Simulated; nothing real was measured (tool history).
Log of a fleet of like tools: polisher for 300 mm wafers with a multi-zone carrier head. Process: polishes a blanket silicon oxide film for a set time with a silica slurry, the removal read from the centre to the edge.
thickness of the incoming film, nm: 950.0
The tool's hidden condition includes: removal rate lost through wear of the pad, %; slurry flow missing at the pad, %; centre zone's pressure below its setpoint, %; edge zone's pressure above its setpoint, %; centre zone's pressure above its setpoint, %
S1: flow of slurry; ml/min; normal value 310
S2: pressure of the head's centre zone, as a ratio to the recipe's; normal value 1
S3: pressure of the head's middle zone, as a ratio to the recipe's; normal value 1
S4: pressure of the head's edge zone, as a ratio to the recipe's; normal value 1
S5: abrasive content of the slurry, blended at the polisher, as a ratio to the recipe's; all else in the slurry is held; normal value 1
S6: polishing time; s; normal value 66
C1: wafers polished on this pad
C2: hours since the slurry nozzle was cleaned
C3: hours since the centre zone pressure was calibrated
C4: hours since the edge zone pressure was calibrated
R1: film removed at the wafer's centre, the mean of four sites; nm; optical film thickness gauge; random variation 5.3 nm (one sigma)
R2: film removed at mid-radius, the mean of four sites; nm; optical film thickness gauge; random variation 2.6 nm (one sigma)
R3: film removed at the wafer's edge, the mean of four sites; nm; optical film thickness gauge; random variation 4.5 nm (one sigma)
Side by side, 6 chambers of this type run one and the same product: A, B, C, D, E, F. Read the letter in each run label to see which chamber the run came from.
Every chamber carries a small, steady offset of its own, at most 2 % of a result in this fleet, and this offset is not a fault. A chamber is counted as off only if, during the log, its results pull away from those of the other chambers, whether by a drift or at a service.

run 1B day=0.229 | S1=310 S2=1 S3=1 S4=1 S5=1 S6=66 | C1=377 C2=782.5 C3=218 C4=256.8 | R1=388.64 R2=401.1 R3=405.48
run 2A day=0.525 | S1=310 S2=1 S3=1 S4=1 S5=1 S6=66 | C1=836 C2=655 C3=501.8 C4=271.3 | R1=403.39 R2=402.85 R3=402.82
run 3C day=0.929 | S1=310 S2=1 S3=1 S4=1 S5=1 S6=66 | C1=1223 C2=650.1 C3=89.8 C4=789.2 | R1=414.2 R2=412.84 R3=400.38
-- day=1.092 chamber A: worn pad replaced by a new one
-- day=1.171 chamber C: worn pad replaced by a new one
run 4D day=1.312 | S1=310 S2=1 S3=1 S4=1 S5=1 S6=66 | C1=780 C2=300.6 C3=36.7 C4=715.1 | R1=396.9 R2=400.08 R3=410.75
run 5F day=1.588 | S1=310 S2=1 S3=1 S4=1 S5=1 S6=66 | C1=267 C2=775.8 C3=768.4 C4=668.8 | R1=402.11 R2=395.4 R3=404.61
-- day=1.904 chamber B: edge zone pressure recalibrated
run 6E day=1.925 | S1=310 S2=1 S3=1 S4=1 S5=1 S6=66 | C1=1031 C2=214.9 C3=512.6 C4=483.2 | R1=403.77 R2=408.67 R3=411.46
-- day=2.204 chamber E: slurry nozzle cleaned
run 7F day=2.25 | S1=310 S2=1 S3=1 S4=1 S5=1 S6=66 | C1=368 C2=791.7 C3=784.3 C4=684.7 | R1=408.67 R2=402.34 R3=410.53
run 8D day=2.5 | S1=265 S2=1 S3=1 S4=1 S5=1.1 S6=66 | C1=960 C2=329.1 C3=65.2 C4=743.6 | R1=402.72 R2=411.44 R3=426.25
-- day=2.979 chamber E: edge zone pressure recalibrated
run 9C day=3.008 | S1=265 S2=1 S3=1 S4=1 S5=1.1 S6=66 | C1=278 C2=700 C3=139.7 C4=839.1 | R1=416.06 R2=422.34 R3=419.01
run 10B day=3.238 | S1=265 S2=1 S3=1 S4=1 S5=1.1 S6=66 | C1=833 C2=854.7 C3=290.2 C4=32 | R1=412.38 R2=418.24 R3=409.12
-- day=3.25 chamber B: worn pad replaced by a new one
run 11E day=3.583 | S1=265 S2=1 S3=1 S4=1 S5=1.1 S6=66 | C1=1283 C2=33.1 C3=552.4 C4=14.5 | R1=403.87 R2=414.37 R3=416.98
-- day=3.808 chamber F: worn pad replaced by a new one
-- day=3.925 chamber A: slurry nozzle cleaned
run 12A day=3.942 | S1=265 S2=1 S3=1 S4=1 S5=1.1 S6=66 | C1=432 C2=0.5 C3=583.8 C4=353.3 | R1=406.3 R2=414.23 R3=406.59
-- day=3.983 chamber E: worn pad replaced by a new one
-- day=4.192 chamber B: slurry nozzle cleaned
run 13F day=4.458 | S1=265 S2=1 S3=1 S4=1 S5=1.1 S6=66 | C1=99 C2=844.7 C3=837.3 C4=737.7 | R1=414.66 R2=410.7 R3=424.38
run 14D day=4.779 | S1=310 S2=1 S3=0.93 S4=1 S5=1 S6=66 | C1=1306 C2=383.8 C3=119.9 C4=798.3 | R1=400.55 R2=373.42 R3=408.73
-- day=4.983 chamber F: slurry nozzle cleaned
run 15C day=5.004 | S1=310 S2=1 S3=0.93 S4=1 S5=1 S6=66 | C1=581 C2=747.9 C3=187.6 C4=887 | R1=404.94 R2=385.33 R3=402.21
run 16A day=5.5 | S1=310 S2=1 S3=0.93 S4=1 S5=1 S6=66 | C1=669 C2=37.9 C3=621.2 C4=390.7 | R1=403.9 R2=379.24 R3=407.4
run 17B day=5.962 | S1=310 S2=1 S3=0.93 S4=1 S5=1 S6=66 | C1=411 C2=42.6 C3=355.6 C4=97.4 | R1=402.81 R2=383.64 R3=411.74
run 18E day=6.288 | S1=310 S2=1 S3=0.93 S4=1 S5=1 S6=66 | C1=349 C2=98 C3=617.3 C4=79.4 | R1=408.35 R2=380.74 R3=407.22
run 19E day=6.762 | S1=310 S2=1 S3=0.93 S4=1 S5=1 S6=66 | C1=421 C2=109.4 C3=628.7 C4=90.8 | R1=393.14 R2=380.46 R3=407.05
-- day=6.792 chamber A: centre zone pressure recalibrated
-- day=6.858 chamber C: slurry nozzle cleaned
-- day=7.042 chamber A: worn pad replaced by a new one
run 20F day=7.05 | S1=310 S2=1 S3=1 S4=1 S5=1 S6=66 | C1=492 C2=49.7 C3=899.5 C4=799.9 | R1=401.82 R2=400.73 R3=403.33
-- day=7.271 chamber D: edge zone pressure recalibrated
run 21B day=7.396 | S1=310 S2=1 S3=1 S4=1 S5=0.85 S6=66 | C1=628 C2=77 C3=390 C4=131.8 | R1=379.28 R2=377.49 R3=373.29
-- day=7.5 chamber B: worn pad replaced by a new one
run 22A day=7.642 | S1=310 S2=1 S3=1 S4=1 S5=0.85 S6=66 | C1=91 C2=89.3 C3=20.5 C4=442.1 | R1=376.88 R2=370.14 R3=365.39
-- day=7.896 chamber F: worn pad replaced by a new one
run 23D day=7.954 | S1=310 S2=1 S3=1 S4=1 S5=0.85 S6=66 | C1=1788 C2=460 C3=196.1 C4=16.5 | R1=355.64 R2=358.2 R3=362.79
run 24C day=8.246 | S1=310 S2=1 S3=1 S4=1 S5=0.85 S6=66 | C1=1073 C2=33.3 C3=265.4 C4=964.8 | R1=368.74 R2=381.9 R3=385.06
run 25F day=8.654 | S1=310 S2=1 S3=1 S4=1 S5=0.85 S6=66 | C1=115 C2=88.2 C3=938 C4=838.4 | R1=381.99 R2=373.92 R3=371.32
run 26C day=8.929 | S1=310 S2=1 S3=1 S4=1 S5=0.85 S6=66 | C1=1176 C2=49.7 C3=281.8 C4=981.2 | R1=366.87 R2=377.32 R3=365.98
run 27E day=9.233 | S1=310 S2=1 S3=1 S4=1 S5=1 S6=66 | C1=796 C2=168.7 C3=688 C4=150.1 | R1=400.63 R2=406.53 R3=410.21
run 28D day=9.612 | S1=310 S2=1 S3=1 S4=1 S5=1 S6=66 | C1=2039 C2=499.8 C3=235.9 C4=56.3 | R1=370.9 R2=383.46 R3=389.82
-- day=9.688 chamber C: worn pad replaced by a new one
run 29A day=9.971 | S1=310 S2=1 S3=1 S4=1 S5=1 S6=66 | C1=444 C2=145.2 C3=76.4 C4=498 | R1=405.44 R2=398.55 R3=400.92
-- day=10.229 chamber F: edge zone pressure recalibrated
run 30B day=10.333 | S1=310 S2=1 S3=1 S4=1 S5=1 S6=66 | C1=430 C2=147.5 C3=460.5 C4=202.3 | R1=403.53 R2=401.28 R3=397.04
run 31C day=10.558 | S1=310 S2=1 S3=1 S4=0.96 S5=0.75 S6=66 | C1=132 C2=88.8 C3=320.9 C4=1020.3 | R1=358.84 R2=349.88 R3=338.38
run 32F day=11.012 | S1=310 S2=1 S3=1 S4=0.96 S5=0.75 S6=66 | C1=473 C2=144.8 C3=994.6 C4=18.9 | R1=356.11 R2=350.55 R3=348.69
-- day=11.325 chamber C: edge zone pressure recalibrated
run 33A day=11.358 | S1=310 S2=1 S3=1 S4=0.96 S5=0.75 S6=66 | C1=654 C2=178.5 C3=109.7 C4=531.3 | R1=347.6 R2=349.02 R3=337.76
-- day=11.729 chamber B: centre zone pressure recalibrated
run 34B day=11.758 | S1=310 S2=1 S3=1 S4=0.96 S5=0.75 S6=66 | C1=646 C2=181.7 C3=0.7 C4=236.5 | R1=340.68 R2=351.79 R3=348.26
-- day=11.879 chamber F: worn pad replaced by a new one
run 35E day=12.117 | S1=310 S2=1 S3=1 S4=0.96 S5=0.75 S6=66 | C1=1233 C2=237.9 C3=757.2 C4=219.3 | R1=354.01 R2=355.3 R3=352.37
run 36D day=12.412 | S1=310 S2=1 S3=1 S4=0.96 S5=0.75 S6=66 | C1=2464 C2=567 C3=303.1 C4=123.5 | R1=310.99 R2=321.27 R3=313.12
-- day=12.462 chamber E: worn pad replaced by a new one
-- day=12.812 chamber E: slurry nozzle cleaned
run 37E day=12.892 | S1=310 S2=1 S3=1 S4=1 S5=1 S6=66 | C1=65 C2=2 C3=775.8 C4=237.9 | R1=401.27 R2=409.11 R3=404.61
-- day=13.1 chamber A: worn pad replaced by a new one
run 38F day=13.329 | S1=310 S2=1 S3=1 S4=1 S5=1 S6=66 | C1=220 C2=200.4 C3=1050.2 C4=74.5 | R1=400.58 R2=399.85 R3=406.4
run 39C day=13.804 | S1=310 S2=1 S3=1 S4=1 S5=1 S6=66 | C1=624 C2=166.7 C3=398.8 C4=59.5 | R1=400.89 R2=408.44 R3=414.94
run 40A day=14.038 | S1=310 S2=1 S3=1 S4=1 S5=1 S6=66 | C1=142 C2=242.8 C3=174 C4=595.6 | R1=407.14 R2=403.02 R3=403.12

Read the log: is a single chamber off, either drifting away or since a service, is the gauge that measures every chamber drifting, or is nothing wrong beyond small per-chamber offsets? Name any odd chamber and what most likely caused it.

It is chamber D that slowly wanders off from its peers.
Most likely cause: removal rate lost through wear of the pad, % = 9.8.

Which of the 4 candidates below, each the usual settings with something changed and its results left as question marks, puts chamber D back in line with what the other chambers give on the usual settings?
Counts as in line when no further than this from what the other chambers average on the usual settings: R1 18 nm; R2 9.2 nm; R3 16 nm
run 41D-1 day=14.408 | S1=305 S2=0.98 S3=0.98 S4=1.01 S5=0.95 S6=55 | R1=? R2=? R3=?
run 41D-2 day=14.408 | S1=315 S2=1.01 S3=1.01 S4=0.99 S5=1.05 S6=72 | R1=? R2=? R3=?
run 41D-3 day=14.408 | S1=305 S2=0.99 S3=1 S4=1 S5=0.95 S6=61 | R1=? R2=? R3=?
run 41D-4 day=14.408 | S1=320 S2=1.02 S3=1.02 S4=0.99 S5=1.05 S6=79 | R1=? R2=? R3=?

Usual-settings mean across the other chambers: R1 403.61 nm; R2 405.16 nm; R3 404.47 nm
run=41D-1 R1=284.14 R2=287.68 R3=298.9
run=41D-2 R1=404.29 R2=406.85 R3=406.28
run=41D-3 R1=318.76 R2=325.11 R3=329.67
run=41D-4 R1=449.24 R2=451.18 R3=446.23
With 41D-2, the chamber falls back in line with the rest.
